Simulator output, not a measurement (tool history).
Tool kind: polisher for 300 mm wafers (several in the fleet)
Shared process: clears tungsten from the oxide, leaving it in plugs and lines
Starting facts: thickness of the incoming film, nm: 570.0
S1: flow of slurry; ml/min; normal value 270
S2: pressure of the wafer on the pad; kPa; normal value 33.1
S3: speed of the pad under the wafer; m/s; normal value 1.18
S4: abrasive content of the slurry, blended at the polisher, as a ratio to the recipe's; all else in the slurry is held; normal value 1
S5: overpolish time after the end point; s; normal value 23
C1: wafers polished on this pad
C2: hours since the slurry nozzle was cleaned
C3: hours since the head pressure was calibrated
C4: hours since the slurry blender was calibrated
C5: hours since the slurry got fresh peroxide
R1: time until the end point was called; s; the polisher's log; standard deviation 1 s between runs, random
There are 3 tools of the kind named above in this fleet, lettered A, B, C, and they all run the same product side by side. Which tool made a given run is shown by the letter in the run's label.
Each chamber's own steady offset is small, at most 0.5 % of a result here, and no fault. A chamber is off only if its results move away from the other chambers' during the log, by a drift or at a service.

{"hour": 11.4, "done": "chamber C: worn pad replaced by a new one"}
{"run": "1B", "hour": 14.5, "S1": 270, "S2": 33.1, "S3": 1.18, "S4": 1, "S5": 23, "C1": 321, "C2": 347.2, "C3": 87.4, "C4": 418.2, "C5": 75.8, "R1": 68.388}
{"run": "2A", "hour": 24.3, "S1": 270, "S2": 33.1, "S3": 1.18, "S4": 1, "S5": 23, "C1": 461, "C2": 190, "C3": 553.7, "C4": 121.6, "C5": 105.6, "R1": 68.553}
{"run": "3C", "hour": 36.3, "S1": 270, "S2": 33.1, "S3": 1.18, "S4": 1, "S5": 23, "C1": 128, "C2": 87.2, "C3": 630.5, "C4": 68.8, "C5": 73.4, "R1": 71.22}
{"hour": 37.0, "done": "chamber A: slurry tank refilled with fresh slurry and peroxide"}
{"run": "4B", "hour": 51.3, "S1": 270, "S2": 33.1, "S3": 1.18, "S4": 1, "S5": 23, "C1": 509, "C2": 384, "C3": 124.2, "C4": 455, "C5": 112.6, "R1": 69.681}
{"hour": 54.5, "done": "chamber A: worn pad replaced by a new one"}
{"hour": 62.4, "done": "chamber A: slurry blender recalibrated"}
{"run": "5C", "hour": 62.7, "S1": 270, "S2": 33.1, "S3": 1.18, "S4": 1, "S5": 23, "C1": 263, "C2": 113.6, "C3": 656.9, "C4": 95.2, "C5": 99.8, "R1": 68.491}
{"run": "6A", "hour": 72.6, "S1": 270, "S2": 37.9, "S3": 1.18, "S4": 1, "S5": 23, "C1": 93, "C2": 238.3, "C3": 602, "C4": 10.3, "C5": 35.7, "R1": 58.846}
{"run": "7A", "hour": 80.7, "S1": 270, "S2": 37.9, "S3": 1.18, "S4": 1, "S5": 23, "C1": 134, "C2": 246.4, "C3": 610.1, "C4": 18.4, "C5": 43.8, "R1": 60.415}
{"hour": 85.7, "done": "chamber B: slurry nozzle cleaned"}
{"run": "8C", "hour": 88.3, "S1": 270, "S2": 37.9, "S3": 1.18, "S4": 1, "S5": 23, "C1": 395, "C2": 139.2, "C3": 682.5, "C4": 120.8, "C5": 125.4, "R1": 60.408}
{"run": "9B", "hour": 100.9, "S1": 270, "S2": 33.1, "S3": 1.18, "S4": 1, "S5": 23, "C1": 764, "C2": 15.3, "C3": 173.8, "C4": 504.6, "C5": 162.2, "R1": 67.415}
{"hour": 103.7, "done": "chamber B: slurry tank refilled with fresh slurry and peroxide"}
{"run": "10C", "hour": 109.9, "S1": 270, "S2": 33.1, "S3": 1.18, "S4": 1, "S5": 23, "C1": 506, "C2": 160.8, "C3": 704.1, "C4": 142.4, "C5": 147, "R1": 71.099}
{"hour": 121.2, "done": "chamber B: worn pad replaced by a new one"}
{"run": "11A", "hour": 125.1, "S1": 270, "S2": 33.1, "S3": 1.18, "S4": 1, "S5": 23, "C1": 362, "C2": 290.8, "C3": 654.5, "C4": 62.8, "C5": 88.2, "R1": 69.507}
{"hour": 132.0, "done": "chamber A: slurry tank refilled with fresh slurry and peroxide"}
{"run": "12B", "hour": 136.1, "S1": 270, "S2": 33.1, "S3": 1.18, "S4": 1, "S5": 23, "C1": 76, "C2": 50.5, "C3": 209, "C4": 539.8, "C5": 32.4, "R1": 69.685}
{"run": "13A", "hour": 148.2, "S1": 270, "S2": 33.1, "S3": 1.18, "S4": 1, "S5": 23, "C1": 481, "C2": 313.9, "C3": 677.6, "C4": 85.9, "C5": 16.2, "R1": 69.004}
{"run": "14C", "hour": 156.8, "S1": 270, "S2": 33.1, "S3": 1.18, "S4": 1, "S5": 23, "C1": 746, "C2": 207.7, "C3": 751, "C4": 189.3, "C5": 193.9, "R1": 69.783}
{"hour": 164.1, "done": "chamber B: slurry blender recalibrated"}
{"run": "15B", "hour": 167.4, "S1": 270, "S2": 33.1, "S3": 1.18, "S4": 1, "S5": 23, "C1": 237, "C2": 81.8, "C3": 240.3, "C4": 3.4, "C5": 63.7, "R1": 69.953}
{"run": "16C", "hour": 177.8, "S1": 270, "S2": 33.1, "S3": 1.18, "S4": 1, "S5": 23, "C1": 854, "C2": 228.7, "C3": 772, "C4": 210.3, "C5": 214.9, "R1": 70.373}
{"run": "17B", "hour": 190.9, "S1": 270, "S2": 33.1, "S3": 1.18, "S4": 1, "S5": 23, "C1": 358, "C2": 105.3, "C3": 263.8, "C4": 26.9, "C5": 87.2, "R1": 66.081}
{"hour": 198.1, "done": "chamber C: worn pad replaced by a new one"}
{"run": "18A", "hour": 199.7, "S1": 270, "S2": 33.1, "S3": 1.18, "S4": 1, "S5": 23, "C1": 745, "C2": 365.4, "C3": 729.1, "C4": 137.4, "C5": 67.7, "R1": 68.798}
{"hour": 204.0, "done": "chamber A: worn pad replaced by a new one"}
{"run": "19C", "hour": 212.2, "S1": 270, "S2": 41.4, "S3": 1.18, "S4": 1, "S5": 18, "C1": 72, "C2": 263.1, "C3": 806.4, "C4": 244.7, "C5": 249.3, "R1": 58.603}
{"hour": 218.5, "done": "chamber A: slurry blender recalibrated"}
{"hour": 221.3, "done": "chamber C: head pressure recalibrated"}
{"run": "20A", "hour": 225.8, "S1": 270, "S2": 41.4, "S3": 1.18, "S4": 1, "S5": 18, "C1": 112, "C2": 391.5, "C3": 755.2, "C4": 7.4, "C5": 93.8, "R1": 54.398}
{"run": "21B", "hour": 237.2, "S1": 270, "S2": 41.4, "S3": 1.18, "S4": 1, "S5": 18, "C1": 595, "C2": 151.6, "C3": 310.1, "C4": 73.2, "C5": 133.5, "R1": 54.909}
{"run": "22A", "hour": 245.2, "S1": 270, "S2": 40.7, "S3": 1.18, "S4": 1, "S5": 23, "C1": 211, "C2": 410.9, "C3": 774.6, "C4": 26.8, "C5": 113.2, "R1": 56.61}
{"hour": 248.9, "done": "chamber A: slurry tank refilled with fresh slurry and peroxide"}
{"run": "23B", "hour": 255.9, "S1": 270, "S2": 40.7, "S3": 1.18, "S4": 1, "S5": 23, "C1": 691, "C2": 170.3, "C3": 328.8, "C4": 91.9, "C5": 152.2, "R1": 55.93}
{"run": "24C", "hour": 272.1, "S1": 270, "S2": 40.7, "S3": 1.18, "S4": 1, "S5": 23, "C1": 379, "C2": 323, "C3": 50.9, "C4": 304.6, "C5": 309.2, "R1": 61.754}
{"hour": 278.1, "done": "chamber B: slurry tank refilled with fresh slurry and peroxide"}
{"run": "25A", "hour": 280.4, "S1": 270, "S2": 33.1, "S3": 1.18, "S4": 1, "S5": 23, "C1": 392, "C2": 446.1, "C3": 809.8, "C4": 62, "C5": 31.5, "R1": 67.997}
{"hour": 286.6, "done": "chamber B: worn pad replaced by a new one"}
{"run": "26C", "hour": 290.3, "S1": 270, "S2": 33.1, "S3": 1.18, "S4": 1, "S5": 23, "C1": 473, "C2": 341.2, "C3": 69.1, "C4": 322.8, "C5": 327.4, "R1": 76.188}
{"run": "27B", "hour": 298.6, "S1": 270, "S2": 33.1, "S3": 1.18, "S4": 1, "S5": 23, "C1": 61, "C2": 213, "C3": 371.5, "C4": 134.6, "C5": 20.6, "R1": 66.41}
{"run": "28B", "hour": 309.3, "S1": 270, "S2": 33.1, "S3": 1.18, "S4": 1, "S5": 23, "C1": 116, "C2": 223.7, "C3": 382.2, "C4": 145.3, "C5": 31.3, "R1": 67.628}
{"run": "29A", "hour": 317.4, "S1": 270, "S2": 33.1, "S3": 1.46, "S4": 1, "S5": 23, "C1": 582, "C2": 483.1, "C3": 846.8, "C4": 99, "C5": 68.5, "R1": 55.492}
{"run": "30C", "hour": 328.5, "S1": 270, "S2": 33.1, "S3": 1.46, "S4": 1, "S5": 23, "C1": 669, "C2": 379.4, "C3": 107.3, "C4": 361, "C5": 365.6, "R1": 61.987}
{"hour": 329.8, "done": "chamber C: slurry blender recalibrated"}
{"run": "31C", "hour": 342.4, "S1": 270, "S2": 33.1, "S3": 1.46, "S4": 1, "S5": 23, "C1": 740, "C2": 393.3, "C3": 121.2, "C4": 12.6, "C5": 379.5, "R1": 61.58}
{"hour": 350.3, "done": "chamber C: worn pad replaced by a new one"}
{"hour": 352.6, "done": "chamber A: worn pad replaced by a new one"}
{"run": "32A", "hour": 355.5, "S1": 270, "S2": 40, "S3": 1.18, "S4": 1, "S5": 23, "C1": 15, "C2": 521.2, "C3": 884.9, "C4": 137.1, "C5": 106.6, "R1": 57.657}
{"hour": 357.5, "done": "chamber A: slurry tank refilled with fresh slurry and peroxide"}
{"run": "33B", "hour": 364.8, "S1": 270, "S2": 40, "S3": 1.18, "S4": 1, "S5": 23, "C1": 401, "C2": 279.2, "C3": 437.7, "C4": 200.8, "C5": 86.8, "R1": 56.911}
{"hour": 374.2, "done": "chamber A: slurry blender recalibrated"}
{"run": "34A", "hour": 379.5, "S1": 270, "S2": 40, "S3": 1.18, "S4": 1, "S5": 23, "C1": 138, "C2": 545.2, "C3": 908.9, "C4": 5.4, "C5": 22, "R1": 58.566}
{"run": "35C", "hour": 389.8, "S1": 270, "S2": 33.1, "S3": 1.18, "S4": 1, "S5": 23, "C1": 203, "C2": 440.7, "C3": 168.6, "C4": 60, "C5": 426.9, "R1": 79.186}
{"run": "36B", "hour": 399.3, "S1": 270, "S2": 33.1, "S3": 1.18, "S4": 0.85, "S5": 23, "C1": 578, "C2": 313.7, "C3": 472.2, "C4": 235.3, "C5": 121.3, "R1": 71.6}
{"hour": 409.0, "done": "chamber C: slurry nozzle cleaned"}
{"run": "37B", "hour": 415.3, "S1": 270, "S2": 33.1, "S3": 1.18, "S4": 0.85, "S5": 23, "C1": 660, "C2": 329.7, "C3": 488.2, "C4": 251.3, "C5": 137.3, "R1": 72.309}
{"run": "38A", "hour": 429.0, "S1": 270, "S2": 33.1, "S3": 1.18, "S4": 0.85, "S5": 23, "C1": 392, "C2": 594.7, "C3": 958.4, "C4": 54.9, "C5": 71.5, "R1": 71.388}
{"run": "39C", "hour": 439.2, "S1": 270, "S2": 33.1, "S3": 1.18, "S4": 1, "S5": 23, "C1": 456, "C2": 30.3, "C3": 218, "C4": 109.4, "C5": 476.3, "R1": 80.494}
{"run": "40A", "hour": 449.3, "S1": 270, "S2": 33.1, "S3": 1.18, "S4": 1, "S5": 23, "C1": 496, "C2": 615, "C3": 978.7, "C4": 75.2, "C5": 91.8, "R1": 69.029}

All chambers now run identical settings, listed one chamber a line with results as question marks. What results will each chamber show?
{"run": "41A", "hour": 461.0, "S1": 270, "S2": 33.1, "S3": 1.18, "S4": 1, "S5": 23, "R1": "?"}
{"run": "41B", "hour": 461.0, "S1": 270, "S2": 33.1, "S3": 1.18, "S4": 1, "S5": 23, "R1": "?"}
{"run": "41C", "hour": 461.0, "S1": 270, "S2": 33.1, "S3": 1.18, "S4": 1, "S5": 23, "R1": "?"}

run=41A R1=68.973
run=41B R1=67.885
run=41C R1=82.484

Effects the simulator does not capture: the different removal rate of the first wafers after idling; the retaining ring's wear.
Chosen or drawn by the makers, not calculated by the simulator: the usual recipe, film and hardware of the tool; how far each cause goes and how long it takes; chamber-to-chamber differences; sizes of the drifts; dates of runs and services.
